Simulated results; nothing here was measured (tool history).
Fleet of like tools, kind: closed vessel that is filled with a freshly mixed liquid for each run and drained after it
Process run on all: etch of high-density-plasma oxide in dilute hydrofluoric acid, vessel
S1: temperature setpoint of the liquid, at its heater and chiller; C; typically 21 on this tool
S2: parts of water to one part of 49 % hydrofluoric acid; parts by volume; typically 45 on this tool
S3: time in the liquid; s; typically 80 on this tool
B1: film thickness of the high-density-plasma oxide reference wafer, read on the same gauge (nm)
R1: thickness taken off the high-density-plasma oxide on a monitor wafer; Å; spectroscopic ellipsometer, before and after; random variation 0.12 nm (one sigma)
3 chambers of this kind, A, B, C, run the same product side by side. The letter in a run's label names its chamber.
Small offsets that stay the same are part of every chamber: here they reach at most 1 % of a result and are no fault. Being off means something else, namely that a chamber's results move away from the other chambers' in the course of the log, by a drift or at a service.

Run 1B, hour 5.6: usual settings; B1 130. Result: R1 137.27 Å.
Run 2C, hour 15.6: usual settings; B1 130. Result: R1 139.6 Å.
At hour 21: chamber A: thermometer replaced.
Run 3A, hour 21.8: usual settings; B1 130.02. Result: R1 140.19 Å.
Run 4B, hour 33.4: usual settings; B1 130. Result: R1 138.48 Å.
Run 5A, hour 39.4: usual settings but S2 25 parts by volume, S3 55 s; B1 130.01. Result: R1 175.94 Å.
Run 6C, hour 44.9: usual settings but S2 25 parts by volume, S3 55 s; B1 129.97. Result: R1 174.43 Å.
Run 7A, hour 55: usual settings but S2 25 parts by volume, S3 55 s; B1 129.99. Result: R1 177.52 Å.
Run 8B, hour 66.5: usual settings but S2 25 parts by volume, S3 120 s; B1 130.01. Result: R1 378.52 Å.
Run 9C, hour 72.1: usual settings but S2 25 parts by volume, S3 120 s; B1 130.02. Result: R1 381.47 Å.
Run 10C, hour 77.5: usual settings but S2 25 parts by volume, S3 120 s; B1 129.97. Result: R1 380.89 Å.
Run 11A, hour 84.6: usual settings; B1 130. Result: R1 139.61 Å.
Run 12B, hour 96.1: usual settings; B1 129.98. Result: R1 135.83 Å.
Run 13C, hour 105.8: usual settings but S1 24.5 C, S2 35 parts by volume; B1 130. Result: R1 206.96 Å.
Run 14A, hour 115.2: usual settings but S1 24.5 C, S2 35 parts by volume; B1 129.98. Result: R1 209.6 Å.
Run 15B, hour 123.7: usual settings but S1 24.5 C, S2 35 parts by volume; B1 129.97. Result: R1 201.54 Å.
Run 16C, hour 130.7: usual settings; B1 129.99. Result: R1 140.55 Å.
Run 17B, hour 141.3: usual settings; B1 130.01. Result: R1 134.11 Å.
Run 18A, hour 147.5: usual settings; B1 130.02. Result: R1 138.94 Å.
Run 19A, hour 154.2: usual settings; B1 130.01. Result: R1 138.47 Å.
Run 20B, hour 162.1: usual settings; B1 129.99. Result: R1 130.77 Å.
Run 21C, hour 171.1: usual settings; B1 130.03. Result: R1 138.36 Å.
Run 22B, hour 177.5: usual settings; B1 129.99. Result: R1 132.16 Å.
Run 23A, hour 187.8: usual settings; B1 130.03. Result: R1 139.81 Å.
Run 24C, hour 195.1: usual settings but S2 50 parts by volume; B1 129.97. Result: R1 126.25 Å.
Run 25A, hour 205.9: usual settings but S2 50 parts by volume; B1 129.99. Result: R1 123.58 Å.
Run 26C, hour 214.6: usual settings but S2 50 parts by volume; B1 129.98. Result: R1 122.47 Å.
Run 27B, hour 223.7: usual settings; B1 130.01. Result: R1 129.62 Å.
Run 28B, hour 233: usual settings; B1 130. Result: R1 130.07 Å.
Run 29A, hour 243.7: usual settings but S1 23 C; B1 129.98. Result: R1 151.25 Å.
Run 30C, hour 250.5: usual settings but S1 23 C; B1 130. Result: R1 149.57 Å.
Run 31A, hour 258.9: usual settings but S1 23 C; B1 130.02. Result: R1 152.78 Å.
Run 32C, hour 268.3: usual settings; B1 130.01. Result: R1 136.7 Å.
Run 33B, hour 274.4: usual settings; B1 129.97. Result: R1 125.67 Å.
Run 34C, hour 283.8: usual settings but S3 45 s; B1 130.02. Result: R1 78.346 Å.
Run 35A, hour 295.3: usual settings but S3 45 s; B1 130. Result: R1 79.546 Å.
Run 36B, hour 304.9: usual settings but S3 45 s; B1 129.99. Result: R1 71.107 Å.

Is one chamber out of step, is the gauge drifting, or do the chambers differ by no more than their own small offsets? For an off chamber, give its letter and the likeliest cause.

Chamber B drifts away from the others.
Likeliest cause: hydrofluoric acid flow below the setpoint (%) = 8.52.
Not necessarily distinguishable in this log from: liquid colder than its thermometer reads (K).

Here are 4 candidates for chamber B's next run, each the usual settings with a change, their results left as question marks. Which one brings its results back in line with what the others give on the usual settings?
Counts as in line when no further than this from what the other chambers average on the usual settings: R1 4.1 Å
Run 37B-1, hour 313.3: usual settings but S3 95 s. Result: R1 ?.
Run 37B-2, hour 313.3: usual settings but S1 18.5 C. Result: R1 ?.
Run 37B-3, hour 313.3: usual settings but S1 23.5 C. Result: R1 ?.
Run 37B-4, hour 313.3: usual settings but S1 17 C. Result: R1 ?.

Usual-settings mean across the other chambers: R1 138.93 Å
  run      R1
37B-1  148.83
37B-2  112.57
37B-3   139.3
37B-4   105.4
The answer is 37B-3, which returns the chamber to within the allowed miss of the others.
